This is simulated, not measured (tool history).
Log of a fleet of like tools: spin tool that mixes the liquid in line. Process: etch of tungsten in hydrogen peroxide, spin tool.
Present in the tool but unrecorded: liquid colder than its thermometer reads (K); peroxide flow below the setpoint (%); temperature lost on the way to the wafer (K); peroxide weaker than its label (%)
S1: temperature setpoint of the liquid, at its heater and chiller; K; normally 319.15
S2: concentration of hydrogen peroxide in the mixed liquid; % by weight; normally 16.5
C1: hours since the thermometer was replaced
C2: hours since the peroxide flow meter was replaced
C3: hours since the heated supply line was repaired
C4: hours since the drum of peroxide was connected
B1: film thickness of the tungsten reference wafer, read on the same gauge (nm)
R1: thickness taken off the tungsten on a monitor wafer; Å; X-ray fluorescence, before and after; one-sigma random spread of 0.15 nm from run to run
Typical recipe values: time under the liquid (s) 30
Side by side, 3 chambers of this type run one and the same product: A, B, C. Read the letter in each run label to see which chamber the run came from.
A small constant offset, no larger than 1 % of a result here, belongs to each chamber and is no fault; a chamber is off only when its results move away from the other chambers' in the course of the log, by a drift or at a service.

run 1C hour=10.4 | S1=319.15 S2=16.5 time_under_the_liquid_(s)=30 | C1=629.1 C2=706.8 C3=1100.2 C4=725.5 | B1=30.012 | R1=191.470
run 2B hour=22.8 | S1=319.15 S2=16.5 time_under_the_liquid_(s)=30 | C1=981.6 C2=829.0 C3=351.7 C4=139.1 | B1=30.032 | R1=197.880
run 3A hour=31.7 | S1=319.15 S2=16.5 time_under_the_liquid_(s)=30 | C1=456.1 C2=623.3 C3=631.8 C4=1263.4 | B1=29.994 | R1=197.470
run 4B hour=42.6 | S1=319.15 S2=16.5 time_under_the_liquid_(s)=30 | C1=1001.4 C2=848.8 C3=371.5 C4=158.9 | B1=30.018 | R1=196.490
run 5C hour=53.1 | S1=319.15 S2=16.5 time_under_the_liquid_(s)=30 | C1=671.8 C2=749.5 C3=1142.9 C4=768.2 | B1=30.022 | R1=194.310
run 6A hour=65.0 | S1=319.15 S2=16.5 time_under_the_liquid_(s)=30 | C1=489.4 C2=656.6 C3=665.1 C4=1296.7 | B1=29.964 | R1=197.050
run 7A hour=78.2 | S1=319.15 S2=16.5 time_under_the_liquid_(s)=30 | C1=502.6 C2=669.8 C3=678.3 C4=1309.9 | B1=29.971 | R1=198.560
run 8B hour=85.5 | S1=319.15 S2=19.5 time_under_the_liquid_(s)=40 | C1=1044.3 C2=891.7 C3=414.4 C4=201.8 | B1=30.031 | R1=280.060
run 9C hour=96.3 | S1=319.15 S2=19.5 time_under_the_liquid_(s)=40 | C1=715.0 C2=792.7 C3=1186.1 C4=811.4 | B1=29.987 | R1=280.720
run 10A hour=105.0 | S1=319.15 S2=19.5 time_under_the_liquid_(s)=40 | C1=529.4 C2=696.6 C3=705.1 C4=1336.7 | B1=29.998 | R1=283.240
run 11C hour=116.6 | S1=319.15 S2=16.5 time_under_the_liquid_(s)=30 | C1=735.3 C2=813.0 C3=1206.4 C4=831.7 | B1=29.992 | R1=191.130
run 12B hour=125.1 | S1=319.15 S2=16.5 time_under_the_liquid_(s)=30 | C1=1083.9 C2=931.3 C3=454.0 C4=241.4 | B1=29.992 | R1=191.700
run 13B hour=131.5 | S1=319.15 S2=16.5 time_under_the_liquid_(s)=30 | C1=1090.3 C2=937.7 C3=460.4 C4=247.8 | B1=29.950 | R1=195.910
run 14A hour=140.9 | S1=319.15 S2=16.5 time_under_the_liquid_(s)=30 | C1=565.3 C2=732.5 C3=741.0 C4=1372.6 | B1=30.027 | R1=195.340
-- hour=144.1 chamber A: new drum of peroxide connected
run 15C hour=148.6 | S1=319.15 S2=16.5 time_under_the_liquid_(s)=30 | C1=767.3 C2=845.0 C3=1238.4 C4=863.7 | B1=30.016 | R1=194.590
run 16C hour=160.2 | S1=319.15 S2=16.5 time_under_the_liquid_(s)=30 | C1=778.9 C2=856.6 C3=1250.0 C4=875.3 | B1=29.989 | R1=193.590
run 17B hour=172.2 | S1=319.15 S2=16.5 time_under_the_liquid_(s)=30 | C1=1131.0 C2=978.4 C3=501.1 C4=288.5 | B1=29.991 | R1=188.440
run 18A hour=185.3 | S1=319.15 S2=16.5 time_under_the_liquid_(s)=15 | C1=609.7 C2=776.9 C3=785.4 C4=41.2 | B1=30.018 | R1=98.791
run 19A hour=193.4 | S1=319.15 S2=16.5 time_under_the_liquid_(s)=15 | C1=617.8 C2=785.0 C3=793.5 C4=49.3 | B1=30.047 | R1=99.169
run 20B hour=203.4 | S1=319.15 S2=16.5 time_under_the_liquid_(s)=15 | C1=1162.2 C2=1009.6 C3=532.3 C4=319.7 | B1=29.992 | R1=93.245
run 21C hour=214.8 | S1=319.15 S2=16.5 time_under_the_liquid_(s)=30 | C1=833.5 C2=911.2 C3=1304.6 C4=929.9 | B1=30.020 | R1=193.500
run 22C hour=221.1 | S1=319.15 S2=16.5 time_under_the_liquid_(s)=30 | C1=839.8 C2=917.5 C3=1310.9 C4=936.2 | B1=30.012 | R1=192.850
run 23A hour=234.0 | S1=319.15 S2=16.5 time_under_the_liquid_(s)=30 | C1=658.4 C2=825.6 C3=834.1 C4=89.9 | B1=30.027 | R1=193.410
run 24B hour=246.4 | S1=319.15 S2=16.5 time_under_the_liquid_(s)=30 | C1=1205.2 C2=1052.6 C3=575.3 C4=362.7 | B1=29.996 | R1=187.070
run 25B hour=259.0 | S1=319.15 S2=16.5 time_under_the_liquid_(s)=30 | C1=1217.8 C2=1065.2 C3=587.9 C4=375.3 | B1=30.007 | R1=184.810
run 26A hour=270.6 | S1=319.15 S2=16.5 time_under_the_liquid_(s)=40 | C1=695.0 C2=862.2 C3=870.7 C4=126.5 | B1=29.993 | R1=263.830
run 27C hour=281.2 | S1=319.15 S2=16.5 time_under_the_liquid_(s)=40 | C1=899.9 C2=977.6 C3=1371.0 C4=996.3 | B1=29.989 | R1=256.570

Predict what each chamber gives when all 3 of them run the settings below next.
run 28A hour=291.4 | S1=325.15 S2=16.5 time_under_the_liquid_(s)=30 | R1=?
run 28B hour=291.4 | S1=325.15 S2=16.5 time_under_the_liquid_(s)=30 | R1=?
run 28C hour=291.4 | S1=325.15 S2=16.5 time_under_the_liquid_(s)=30 | R1=?

run=28A R1=284.370
run=28B R1=263.560
run=28C R1=278.970
